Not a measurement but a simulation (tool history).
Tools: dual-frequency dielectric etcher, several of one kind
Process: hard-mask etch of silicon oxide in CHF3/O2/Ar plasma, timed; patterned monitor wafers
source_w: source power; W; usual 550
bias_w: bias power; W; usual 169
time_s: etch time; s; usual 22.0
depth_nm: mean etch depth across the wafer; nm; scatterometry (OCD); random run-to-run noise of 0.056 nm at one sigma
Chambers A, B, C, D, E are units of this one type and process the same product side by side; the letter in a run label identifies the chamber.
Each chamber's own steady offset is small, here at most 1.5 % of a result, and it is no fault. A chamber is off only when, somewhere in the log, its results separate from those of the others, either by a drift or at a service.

run    day  source_w  bias_w  time_s  read-back reference wafer on the same gauge, depth_nm  depth_nm
 1C  0.092       550     169    22.0                                                 47.207    41.367
 2A  0.262       550     169    22.0                                                 47.211    41.140
 3E  0.412       550     169    22.0                                                 47.222    41.671
 4B  0.571       550     169    22.0                                                 47.225    41.351
 5D  0.654       550     169    22.0                                                 47.223    40.960
 6B  0.788       550     169    22.0                                                 47.221    41.296
 7C  0.879       550     169    22.0                                                 47.244    41.468
 8E  1.067       550     169    22.0                                                 47.239    41.651
 9A  1.158       550     169    22.0                                                 47.246    41.213
10D  1.333       550     169    22.0                                                 47.265    40.991
     1.338  -- chamber B: wet clean of the chamber
11E  1.512       550     169    22.0                                                 47.260    41.771
12D  1.633       550     169    22.0                                                 47.282    41.083
13A  1.779       500     169    22.0                                                 47.276    39.737
14C  1.946       500     169    22.0                                                 47.274    39.961
15B  2.117       500     169    22.0                                                 47.286    39.787
16D  2.250       500     169    22.0                                                 47.298    39.603
17E  2.383       500     169    22.0                                                 47.305    40.234
18A  2.525       550     169    22.0                                                 47.285    41.196
19C  2.712       550     169    22.0                                                 47.300    41.491
20B  2.854       550     169    22.0                                                 47.309    41.412
21D  3.000       550     169    22.0                                                 47.319    40.975
22A  3.167       550     169    22.0                                                 47.329    41.205
23E  3.317       550     169    25.5                                                 47.328    48.357
24C  3.454       550     169    25.5                                                 47.334    48.135
25B  3.600       550     169    25.5                                                 47.355    48.062
26A  3.779       550     169    25.5                                                 47.345    47.858
27C  3.867       550     169    25.5                                                 47.359    48.243
28B  3.971       550     169    22.0                                                 47.360    41.392
29E  4.125       550     169    22.0                                                 47.371    41.942
30D  4.308       550     169    22.0                                                 47.373    41.120
31B  4.496       550     169    22.0                                                 47.382    41.549
32C  4.671       470     169    27.0                                                 47.384    48.050
33D  4.817       470     169    27.0                                                 47.401    47.507
34A  4.908       470     169    27.0                                                 47.401    47.734
35E  5.042       470     169    27.0                                                 47.403    48.331
36C  5.196       470     169    27.0                                                 47.398    48.069
37D  5.308       550     169    22.0                                                 47.407    41.056
38A  5.479       550     169    22.0                                                 47.434    41.262
39B  5.621       550     169    22.0                                                 47.414    41.487
     5.633  -- chamber E: bias power generator calibrated
40E  5.796       550     169    22.0                                                 47.444    41.817
41D  5.938       550     169    22.0                                                 47.445    41.174
42E  6.038       550     169    22.0                                                 47.444    41.740
43B  6.188       550     169    22.0                                                 47.433    41.606
44A  6.325       550     169    22.0                                                 47.465    41.299

All 5 chambers run these settings next. Forecast each chamber's results:
45A  6.458       550     169    22.0                                                                ?
45B  6.458       550     169    22.0                                                                ?
45C  6.458       550     169    22.0                                                                ?
45D  6.458       550     169    22.0                                                                ?
45E  6.458       550     169    22.0                                                                ?

run  depth_nm
45A    41.333
45B    41.524
45C    41.686
45D    41.151
45E    41.851
